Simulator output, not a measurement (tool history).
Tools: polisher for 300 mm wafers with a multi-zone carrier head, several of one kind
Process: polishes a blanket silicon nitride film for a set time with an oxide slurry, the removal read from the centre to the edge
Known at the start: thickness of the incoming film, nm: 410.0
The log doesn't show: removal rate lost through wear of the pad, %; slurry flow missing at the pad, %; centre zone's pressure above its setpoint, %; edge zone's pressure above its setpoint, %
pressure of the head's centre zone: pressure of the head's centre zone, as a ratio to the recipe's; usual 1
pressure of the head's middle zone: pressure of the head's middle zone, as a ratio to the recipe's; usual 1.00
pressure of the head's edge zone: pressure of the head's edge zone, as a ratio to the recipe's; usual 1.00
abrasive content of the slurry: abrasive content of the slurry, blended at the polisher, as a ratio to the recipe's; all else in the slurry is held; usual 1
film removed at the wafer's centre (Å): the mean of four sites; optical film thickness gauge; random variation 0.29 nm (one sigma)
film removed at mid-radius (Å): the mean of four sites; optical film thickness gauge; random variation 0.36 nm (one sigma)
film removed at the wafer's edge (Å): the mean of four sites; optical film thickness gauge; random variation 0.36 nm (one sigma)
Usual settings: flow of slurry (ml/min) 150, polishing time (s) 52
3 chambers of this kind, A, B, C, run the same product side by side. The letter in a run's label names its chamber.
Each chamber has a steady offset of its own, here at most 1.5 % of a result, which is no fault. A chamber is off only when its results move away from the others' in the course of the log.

run   hour  flow of slurry (ml/min)  pressure of the head's centre zone  pressure of the head's middle zone  pressure of the head's edge zone  abrasive content of the slurry  polishing time (s)  wafers polished on this pad  hours since the slurry nozzle was cleaned  hours since the centre zone pressure was calibrated  hours since the edge zone pressure was calibrated  film removed at the wafer's centre (Å)  film removed at mid-radius (Å)  film removed at the wafer's edge (Å)
 1C    3.2                      150                                   1                                1.00                              1.00                               1                  52                          544                                      126.7                                                260.4                                              174.4                                  290.89                          304.38                                294.42
 2A    8.9                      150                                   1                                1.00                              1.00                               1                  52                          411                                      240.8                                                427.4                                              278.9                                  297.83                          296.01                                296.59
 3B   12.8                      150                                   1                                1.00                              1.00                               1                  52                          619                                      175.2                                                695.6                                              298.8                                  296.18                          300.89                                293.11
 4B   19.3                      150                                   1                                1.00                              1.00                               1                  52                          678                                      181.7                                                702.1                                              305.3                                  292.71                          294.14                                293.57
 5A   23.5                      150                                   1                                1.00                              1.00                               1                  52                          543                                      255.4                                                442.0                                              293.5                                  299.43                          292.75                                294.18
      24.0  -- chamber A: worn pad replaced by a new one
 6C   30.1                      150                                   1                                1.00                              1.00                               1                  52                          787                                      153.6                                                287.3                                              201.3                                  292.21                          300.79                                293.42
 7B   34.1                      150                                   1                                1.00                              1.00                               1                  52                          812                                      196.5                                                716.9                                              320.1                                  292.37                          296.30                                291.75
 8C   40.3                      150                                   1                                1.00                              1.00                               1                  52                          880                                      163.8                                                297.5                                              211.5                                  294.98                          295.47                                299.47
 9A   45.7                      150                                   1                                1.04                              1.00                               1                  52                          196                                      277.6                                                464.2                                              315.7                                  306.10                          300.55                                298.92
10A   49.0                      150                                   1                                1.04                              1.00                               1                  52                          226                                      280.9                                                467.5                                              319.0                                  304.97                          309.11                                298.30
11C   55.3                      150                                   1                                1.04                              1.00                               1                  52                         1015                                      178.8                                                312.5                                              226.5                                  295.17                          310.69                                293.09
12B   61.9                      150                                   1                                1.00                              1.00                               1                  52                         1063                                      224.3                                                744.7                                              347.9                                  298.35                          299.12                                286.96
13C   66.6                      150                                   1                                1.00                              1.00                               1                  52                         1118                                      190.1                                                323.8                                              237.8                                  288.10                          300.61                                294.49
      69.9  -- chamber B: worn pad replaced by a new one
14B   73.4                      150                                   1                                1.00                              1.00                               1                  52                           31                                      235.8                                                756.2                                              359.4                                  299.73                          301.24                                293.36
15A   79.4                      185                                   1                                1.00                              1.00                               1                  46                          501                                      311.3                                                497.9                                              349.4                                  283.92                          276.24                                270.16
16B   83.4                      185                                   1                                1.00                              1.00                               1                  46                          122                                      245.8                                                766.2                                              369.4                                  272.13                          274.93                                270.91
17A   88.0                      185                                   1                                1.00                              1.00                               1                  46                          579                                      319.9                                                506.5                                              358.0                                  270.96                          267.86                                267.26
      90.6  -- chamber A: worn pad replaced by a new one
18C   92.5                      150                                   1                                1.00                              1.00                               1                  52                         1352                                      216.0                                                349.7                                              263.7                                  290.62                          297.29                                289.28
19A   99.2                      175                                   1                                1.00                              1.00                               1                  52                           78                                      331.1                                                517.7                                              369.2                                  314.37                          308.83                                304.22
20C  103.9                      175                                   1                                1.00                              1.00                               1                  52                         1455                                      227.4                                                361.1                                              275.1                                  297.59                          305.89                                294.18
21B  107.3                      175                                   1                                1.00                              1.00                               1                  52                          338                                      269.7                                                790.1                                              393.3                                  303.46                          306.45                                296.36
22B  111.2                      150                                   1                                1.00                              1.00                               1                  52                          373                                      273.6                                                794.0                                              397.2                                  296.83                          296.66                                299.31
23C  115.2                      150                                   1                                1.00                              1.00                               1                  52                         1557                                      238.7                                                372.4                                              286.4                                  291.79                          293.24                                288.21
24A  119.2                      150                                   1                                1.00                              1.00                               1                  52                          258                                      351.1                                                537.7                                              389.2                                  302.86                          296.63                                295.41
25B  125.9                      150                                   1                                1.00                              1.00                               1                  52                          506                                      288.3                                                808.7                                              411.9                                  297.71                          295.47                                290.19
26A  129.0                      150                                   1                                1.11                              1.00                               1                  57                          347                                      360.9                                                547.5                                              399.0                                  334.70                          362.39                                321.07
27C  132.7                      150                                   1                                1.11                              1.00                               1                  57                         1715                                      256.2                                                389.9                                              303.9                                  312.40                          354.06                                313.22
28C  137.0                      150                                   1                                1.11                              1.00                               1                  57                         1754                                      260.5                                                394.2                                              308.2                                  308.40                          347.43                                311.31
29A  141.4                      150                                   1                                1.00                              1.00                               1                  52                          459                                      373.3                                                559.9                                              411.4                                  299.79                          297.61                                301.27
30B  146.8                      150                                   1                                1.00                              1.00                               1                  52                          695                                      309.2                                                829.6                                              432.8                                  292.03                          300.55                                297.41
31B  153.5                      150                                   1                                1.00                              1.00                               1                  52                          756                                      315.9                                                836.3                                              439.5                                  295.00                          291.20                                291.56
     155.7  -- chamber A: worn pad replaced by a new one
32C  158.1                      150                                   1                                1.00                              1.00                               1                  52                         1945                                      281.6                                                415.3                                              329.3                                  282.60                          288.39                                286.21
33A  162.0                      150                                   1                                1.00                              1.00                               1                  52                           57                                      393.9                                                580.5                                              432.0                                  301.84                          298.79                                296.70
34B  167.2                      150                                   1                                1.00                              1.00                               1                  52                          879                                      329.6                                                850.0                                              453.2                                  297.98                          297.99                                291.91
35C  173.4                      150                                   1                                1.00                              1.00                               1                  52                         2083                                      296.9                                                430.6                                              344.6                                  283.68                          293.21                                275.95
36A  179.6                      150                                   1                                1.00                              0.91                               1                  52                          216                                      411.5                                                598.1                                              449.6                                  304.67                          292.60                                275.60
37B  186.3                      150                                   1                                1.00                              0.91                               1                  52                         1052                                      348.7                                                869.1                                              472.3                                  297.63                          297.37                                277.98
38C  193.3                      150                                   1                                1.00                              0.91                               1                  52                         2263                                      316.8                                                450.5                                              364.5                                  282.67                          283.76                                267.01
39A  196.8                      150                                   1                                1.00                              1.00                               1                  52                          372                                      428.7                                                615.3                                              466.8                                  297.83                          290.79                                293.36

Is one chamber off against the others, does the gauge drift, or is nothing wrong? If a chamber is off, say which, and what the likeliest cause is.

Chamber C drifts away from the others.
Cause: removal rate lost through wear of the pad, % = 5.41.
The log may not tell that from: slurry flow missing at the pad, %.

Here are 4 candidates for chamber C's next run, each the usual settings with a change, their results left as question marks. Which one brings its results back in line with what the others give on the usual settings?
In line means no further than this from the other chambers' mean on the usual settings: film removed at the wafer's centre (Å) 10.00; film removed at mid-radius (Å) 13.00; film removed at the wafer's edge (Å) 12.00
40C-1  201.8                      150                                0.99                                1.01                              0.99                            1.00                  49                                                                                                                                                                                                                       ?                               ?                                     ?
40C-2  201.8                      150                                0.99                                1.02                              0.99                            0.95                  47                                                                                                                                                                                                                       ?                               ?                                     ?
40C-3  201.8                      150                                1.01                                0.99                              1.01                            1.00                  55                                                                                                                                                                                                                       ?                               ?                                     ?
40C-4  201.8                      150                                1.01                                0.98                              1.01                            1.05                  57                                                                                                                                                                                                                       ?                               ?                                     ?

The other chambers' mean on the usual settings: film removed at the wafer's centre (Å) 298.07; film removed at mid-radius (Å) 297.64; film removed at the wafer's edge (Å) 295.27
  run  film removed at the wafer's centre (Å)  film removed at mid-radius (Å)  film removed at the wafer's edge (Å)
40C-1                                  259.28                          271.43                                259.48
40C-2                                  243.02                          256.73                                243.14
40C-3                                  297.53                          299.00                                294.44
40C-4                                  315.03                          313.63                                311.83
40C-3 brings the chamber back in line.

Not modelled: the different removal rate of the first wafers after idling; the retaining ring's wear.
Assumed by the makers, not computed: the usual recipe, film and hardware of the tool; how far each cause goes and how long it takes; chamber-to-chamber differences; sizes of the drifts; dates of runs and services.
